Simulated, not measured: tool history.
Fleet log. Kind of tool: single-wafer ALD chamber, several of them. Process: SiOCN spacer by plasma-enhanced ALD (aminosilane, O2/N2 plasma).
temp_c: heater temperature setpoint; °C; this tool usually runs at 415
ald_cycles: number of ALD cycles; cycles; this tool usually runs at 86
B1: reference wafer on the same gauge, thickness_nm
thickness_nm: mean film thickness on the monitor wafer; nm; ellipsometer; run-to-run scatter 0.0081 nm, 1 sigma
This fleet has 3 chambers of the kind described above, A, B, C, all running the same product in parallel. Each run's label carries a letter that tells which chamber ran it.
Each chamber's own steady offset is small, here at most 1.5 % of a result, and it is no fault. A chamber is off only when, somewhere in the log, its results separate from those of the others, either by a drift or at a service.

Run 1C, day 0.329: usual settings; B1 4.7433. Result: thickness_nm 4.949 nm.
Run 2B, day 0.746: usual settings; B1 4.7448. Result: thickness_nm 4.8971 nm.
Run 3A, day 0.958: usual settings; B1 4.7431. Result: thickness_nm 4.9464 nm.
Run 4C, day 1.221: usual settings; B1 4.7459. Result: thickness_nm 4.9607 nm.
Run 5A, day 1.433: usual settings; B1 4.7461. Result: thickness_nm 4.9497 nm.
Run 6B, day 1.854: usual settings; B1 4.7461. Result: thickness_nm 4.9044 nm.
Run 7A, day 2.179: usual settings; B1 4.7481. Result: thickness_nm 4.9439 nm.
Run 8C, day 2.396: usual settings; B1 4.7483. Result: thickness_nm 4.9675 nm.
Run 9B, day 2.738: usual settings; B1 4.7491. Result: thickness_nm 4.9154 nm.
Run 10A, day 3.083: usual settings but temp_c 404 °C, ald_cycles 74 cycles; B1 4.7525. Result: thickness_nm 4.3908 nm.
Run 11C, day 3.446: usual settings but temp_c 404 °C, ald_cycles 74 cycles; B1 4.752. Result: thickness_nm 4.4319 nm.
Run 12B, day 3.762: usual settings but temp_c 404 °C, ald_cycles 74 cycles; B1 4.756. Result: thickness_nm 4.3651 nm.
Run 13A, day 3.967: usual settings; B1 4.7546. Result: thickness_nm 4.9451 nm.
Run 14C, day 4.217: usual settings; B1 4.7545. Result: thickness_nm 4.9712 nm.
Run 15B, day 4.542: usual settings; B1 4.7574. Result: thickness_nm 4.9102 nm.
Run 16C, day 4.767: usual settings; B1 4.757. Result: thickness_nm 4.9615 nm.
Run 17B, day 5.171: usual settings; B1 4.7576. Result: thickness_nm 4.9204 nm.
Run 18A, day 5.525: usual settings; B1 4.7597. Result: thickness_nm 4.9455 nm.
Run 19B, day 5.767: usual settings; B1 4.7625. Result: thickness_nm 4.9168 nm.
Run 20C, day 6.096: usual settings; B1 4.7619. Result: thickness_nm 4.983 nm.
Run 21A, day 6.354: usual settings but ald_cycles 81 cycles; B1 4.765. Result: thickness_nm 4.6464 nm.
Run 22A, day 6.754: usual settings but ald_cycles 81 cycles; B1 4.7647. Result: thickness_nm 4.663 nm.
At day 6.85: chamber B: thermocouple changed; heater temperature recalibrated.
Run 23B, day 7.042: usual settings but ald_cycles 81 cycles; B1 4.7648. Result: thickness_nm 4.6405 nm.
Run 24C, day 7.317: usual settings; B1 4.7671. Result: thickness_nm 4.9825 nm.
Run 25B, day 7.533: usual settings; B1 4.7668. Result: thickness_nm 4.9173 nm.
Run 26A, day 7.804: usual settings; B1 4.7682. Result: thickness_nm 4.9677 nm.
Run 27C, day 8.208: usual settings but temp_c 404 °C, ald_cycles 74 cycles; B1 4.7703. Result: thickness_nm 4.4412 nm.
Run 28B, day 8.504: usual settings but temp_c 404 °C, ald_cycles 74 cycles; B1 4.7725. Result: thickness_nm 4.3904 nm.

Next, all 3 chambers run the settings below, one line each with question marks for the results. What does each chamber give?
Run 29A, day 8.833: usual settings but temp_c 408 °C. Result: thickness_nm ?.
Run 29B, day 8.833: usual settings but temp_c 408 °C. Result: thickness_nm ?.
Run 29C, day 8.833: usual settings but temp_c 408 °C. Result: thickness_nm ?.

run  thickness_nm
29A        5.0557
29B        5.0398
29C        5.1064
